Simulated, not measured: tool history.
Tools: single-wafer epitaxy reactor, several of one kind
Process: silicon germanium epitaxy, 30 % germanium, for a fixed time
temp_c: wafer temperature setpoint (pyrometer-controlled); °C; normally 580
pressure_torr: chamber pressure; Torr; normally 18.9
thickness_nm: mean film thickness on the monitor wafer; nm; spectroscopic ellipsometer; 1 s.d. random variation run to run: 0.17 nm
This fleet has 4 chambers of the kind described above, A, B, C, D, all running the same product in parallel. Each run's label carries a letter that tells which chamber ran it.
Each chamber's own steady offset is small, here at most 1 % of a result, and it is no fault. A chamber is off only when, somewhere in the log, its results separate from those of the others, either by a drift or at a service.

run	hour	temp_c	pressure_torr	hours since the last pyrometer calibration	hours since the last manometer calibration	read-back reference wafer on the same gauge, thickness_nm	thickness_nm
1A	3.8	580	18.9	476.2	2594.7	44.49	39.822
2D	8.3	580	18.9	1540.7	335.7	44.549	39.809
3C	13.3	580	18.9	1005.5	386.5	44.495	39.462
4B	17.4	580	18.9	221.3	73.3	44.486	39.862
5B	19.9	568	18.9	223.8	75.8	44.524	31.596
6A	24.6	568	18.9	497	2615.5	44.534	31.367
7C	28.6	568	18.9	1020.8	401.8	44.535	31.639
8D	32.1	568	18.9	1564.5	359.5	44.549	31.673
9D	35.1	580	18.9	1567.5	362.5	44.497	40.064
10C	38.1	580	18.9	1030.3	411.3	44.512	39.313
11B	41.9	580	18.9	245.8	97.8	44.497	39.919
12A	45	580	18.9	517.4	2635.9	44.541	39.518
13C	49.5	580	18.9	1041.7	422.7	44.521	39.645
14B	52.8	580	18.9	256.7	108.7	44.493	39.667
15A	55.9	580	18.9	528.3	2646.8	44.484	39.568
16D	59.8	580	18.9	1592.2	387.2	44.508	39.765
17D	64.5	580	18.9	1596.9	391.9	44.55	40.035
18A	66.8	580	18.9	539.2	2657.7	44.466	40.037
19C	70.9	589	14.4	1063.1	444.1	44.452	41.518
20B	75.6	589	14.4	279.5	131.5	44.506	42.417
21D	77.9	589	14.4	1610.3	405.3	44.512	42.186
22B	81.1	589	14.4	285	137	44.549	42.44
23C	85.5	580	18.9	1077.7	458.7	44.542	39.195
24A	89.8	580	18.9	562.2	2680.7	44.535	39.745
25A	94.3	580	18.9	566.7	2685.2	44.54	40.19
26C	98.4	580	18.9	1090.6	471.6	44.481	38.781
27D	103.1	580	18.9	1635.5	430.5	44.494	39.909
28B	105.5	580	18.9	309.4	161.4	44.51	39.924
29C	108.1	572	15.6	1100.3	481.3	44.499	30.719
30A	112.4	572	15.6	584.8	2703.3	44.476	31.502
31D	114.8	572	15.6	1647.2	442.2	44.539	32.001
32B	118.1	572	15.6	322	174	44.491	31.789
33B	122.5	580	18.9	326.4	178.4	44.443	39.837
34C	124.7	580	18.9	1116.9	497.9	44.478	38.852
35A	127	580	16.1	599.4	2717.9	44.554	37.162
36D	131.4	580	16.1	1663.8	458.8	44.5	37.374
37B	134.6	580	16.1	338.5	190.5	44.493	37.319
38C	138.1	580	16.1	1130.3	511.3	44.497	36.049
39A	140.4	580	18.9	612.8	2731.3	44.516	39.64

Next, every chamber runs the same settings. What will each give?
40A	144	580	18.9				?
40B	144	580	18.9				?
40C	144	580	18.9				?
40D	144	580	18.9				?

run	thickness_nm
40A	39.685
40B	40.062
40C	38.241
40D	39.887
